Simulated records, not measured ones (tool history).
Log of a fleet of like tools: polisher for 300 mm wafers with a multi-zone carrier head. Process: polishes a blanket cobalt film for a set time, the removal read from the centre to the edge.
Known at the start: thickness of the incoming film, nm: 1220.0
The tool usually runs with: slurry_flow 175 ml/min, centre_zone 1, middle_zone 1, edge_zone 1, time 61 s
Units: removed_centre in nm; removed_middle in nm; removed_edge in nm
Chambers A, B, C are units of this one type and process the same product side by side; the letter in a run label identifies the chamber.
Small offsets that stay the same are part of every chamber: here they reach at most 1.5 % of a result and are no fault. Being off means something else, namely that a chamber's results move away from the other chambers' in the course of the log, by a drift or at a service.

| run | hour | slurry_flow | centre_zone | middle_zone | edge_zone | time | wafers polished on this pad | hours since the slurry nozzle was cleaned | hours since the centre zone pressure was calibrated | hours since the edge zone pressure was calibrated | removed_centre | removed_middle | removed_edge |
|---|---|---|---|---|---|---|---|---|---|---|---|---|---|
|  | 4 | chamber B: worn pad replaced by a new one |
| 1B | 6.2 | 175 | 1 | 1 | 1 | 61 | 19 | 630.6 | 146.1 | 75.1 | 421.56 | 414.18 | 420.36 |
|  | 7.7 | chamber C: worn pad replaced by a new one |
| 2C | 12.1 | 175 | 1 | 1 | 1 | 61 | 40 | 181.3 | 566.4 | 1302.1 | 414.55 | 411.87 | 412.46 |
| 3A | 18.7 | 175 | 1 | 1 | 1 | 61 | 203 | 98.9 | 385.9 | 327.2 | 416.64 | 416.53 | 414.27 |
| 4B | 28.3 | 175 | 1 | 1 | 1 | 61 | 218 | 652.7 | 168.2 | 97.2 | 419.66 | 416.1 | 420.77 |
| 5C | 36 | 220 | 1 | 1 | 1 | 55 | 255 | 205.2 | 590.3 | 1326 | 386.83 | 380.55 | 379.51 |
| 6A | 46.5 | 220 | 1 | 1 | 1 | 55 | 453 | 126.7 | 413.7 | 355 | 398.97 | 383.74 | 384.14 |
| 7C | 52.1 | 220 | 1 | 1 | 1 | 55 | 399 | 221.3 | 606.4 | 1342.1 | 392.99 | 379.13 | 380.6 |
| 8B | 62.4 | 175 | 1 | 1 | 1 | 61 | 525 | 686.8 | 202.3 | 131.3 | 421.41 | 421.5 | 414.01 |
| 9A | 68.6 | 175 | 1 | 1 | 1 | 61 | 652 | 148.8 | 435.8 | 377.1 | 436.21 | 415.53 | 406.2 |
|  | 71.7 | chamber C: worn pad replaced by a new one |
| 10C | 77.1 | 175 | 1 | 1 | 1 | 61 | 48 | 246.3 | 631.4 | 1367.1 | 407.1 | 412.41 | 410.77 |
| 11A | 84.2 | 175 | 1 | 1 | 1 | 61 | 792 | 164.4 | 451.4 | 392.7 | 418.37 | 411.11 | 417.23 |
|  | 91.4 | chamber C: centre zone pressure recalibrated |
| 12B | 95.4 | 175 | 1 | 1 | 1 | 61 | 822 | 719.8 | 235.3 | 164.3 | 424.17 | 416.98 | 416.36 |
|  | 99.2 | chamber A: edge zone pressure recalibrated |
|  | 99.9 | chamber C: edge zone pressure recalibrated |
| 13A | 101.7 | 175 | 1 | 1 | 1 | 61 | 949 | 181.9 | 468.9 | 2.5 | 427.18 | 414.31 | 415.38 |
| 14B | 110.8 | 175 | 1 | 1 | 1 | 61 | 960 | 735.2 | 250.7 | 179.7 | 418.39 | 410.52 | 417.49 |
| 15C | 121.7 | 175 | 1 | 1 | 1 | 61 | 449 | 290.9 | 30.4 | 21.9 | 413.81 | 421 | 413.55 |
|  | 127.4 | chamber C: slurry nozzle cleaned |
| 16A | 129.9 | 175 | 1 | 1 | 1 | 61 | 1203 | 210.1 | 497.1 | 30.7 | 429.9 | 413.93 | 409.56 |
|  | 132.3 | chamber B: slurry nozzle cleaned |
|  | 133.8 | chamber B: worn pad replaced by a new one |
| 17B | 139.6 | 175 | 1 | 1 | 1 | 61 | 53 | 7.3 | 279.5 | 208.5 | 414.44 | 406.85 | 420.65 |
|  | 139.8 | chamber A: worn pad replaced by a new one |
| 18C | 145.4 | 175 | 1 | 1 | 1 | 61 | 663 | 18 | 54.1 | 45.6 | 412.41 | 415.95 | 406.33 |
|  | 146.5 | chamber C: worn pad replaced by a new one |
| 19A | 150.9 | 175 | 1 | 1.1 | 1 | 79 | 99 | 231.1 | 518.1 | 51.7 | 560.19 | 580.42 | 535.22 |
| 20B | 158.6 | 175 | 1 | 1.1 | 1 | 79 | 223 | 26.3 | 298.5 | 227.5 | 557.4 | 590.84 | 539.66 |
| 21C | 166.1 | 175 | 1 | 1.1 | 1 | 79 | 176 | 38.7 | 74.8 | 66.3 | 529.59 | 585.14 | 528.79 |
| 22B | 171.7 | 175 | 1 | 1 | 1 | 61 | 341 | 39.4 | 311.6 | 240.6 | 421.11 | 413.84 | 413.24 |
| 23C | 181.2 | 175 | 1 | 1 | 1 | 61 | 312 | 53.8 | 89.9 | 81.4 | 416.26 | 411.44 | 412.28 |
| 24A | 189.2 | 175 | 1 | 1 | 1 | 61 | 444 | 269.4 | 556.4 | 90 | 436.46 | 404.55 | 412.96 |
| 25C | 198.9 | 175 | 1 | 1 | 1 | 61 | 471 | 71.5 | 107.6 | 99.1 | 408.08 | 413.67 | 416.77 |
| 26B | 207.9 | 175 | 1 | 1 | 1 | 61 | 667 | 75.6 | 347.8 | 276.8 | 422.2 | 418.21 | 424.42 |
|  | 208.3 | chamber C: worn pad replaced by a new one |
| 27A | 213.2 | 175 | 1 | 1 | 1 | 61 | 660 | 293.4 | 580.4 | 114 | 447.3 | 408.26 | 417.3 |
| 28A | 220.8 | 175 | 1 | 1 | 1 | 61 | 728 | 301 | 588 | 121.6 | 448.57 | 409.76 | 411.95 |
| 29C | 230.6 | 175 | 1 | 1 | 1 | 61 | 201 | 103.2 | 139.3 | 130.8 | 411.6 | 407.53 | 412.75 |
| 30B | 237.7 | 175 | 1 | 0.89 | 1 | 61 | 935 | 105.4 | 377.6 | 306.6 | 425.85 | 375.24 | 421.87 |
| 31A | 244.8 | 175 | 1 | 0.89 | 1 | 61 | 944 | 325 | 612 | 145.6 | 442.05 | 372.73 | 415.36 |
| 32C | 252.8 | 175 | 1 | 0.89 | 1 | 61 | 400 | 125.4 | 161.5 | 153 | 412.31 | 367.87 | 414.07 |
| 33B | 262.3 | 175 | 1 | 1 | 1 | 61 | 1156 | 130 | 402.2 | 331.2 | 425.41 | 418.1 | 416.83 |
|  | 263.2 | chamber A: worn pad replaced by a new one |
| 34A | 270.9 | 175 | 1 | 1 | 1 | 61 | 70 | 351.1 | 638.1 | 171.7 | 444.68 | 410.94 | 417.06 |

All 3 chambers run these settings next. Forecast each chamber's results:
| 35A | 279 | 175 | 1 | 1 | 1 | 61 |  |  |  |  | ? | ? | ? |
| 35B | 279 | 175 | 1 | 1 | 1 | 61 |  |  |  |  | ? | ? | ? |
| 35C | 279 | 175 | 1 | 1 | 1 | 61 |  |  |  |  | ? | ? | ? |

| run | removed_centre | removed_middle | removed_edge |
|---|---|---|---|
| 35A | 446.25 | 418.32 | 414.35 |
| 35B | 426.34 | 413.37 | 418.34 |
| 35C | 410.97 | 405.18 | 408.83 |
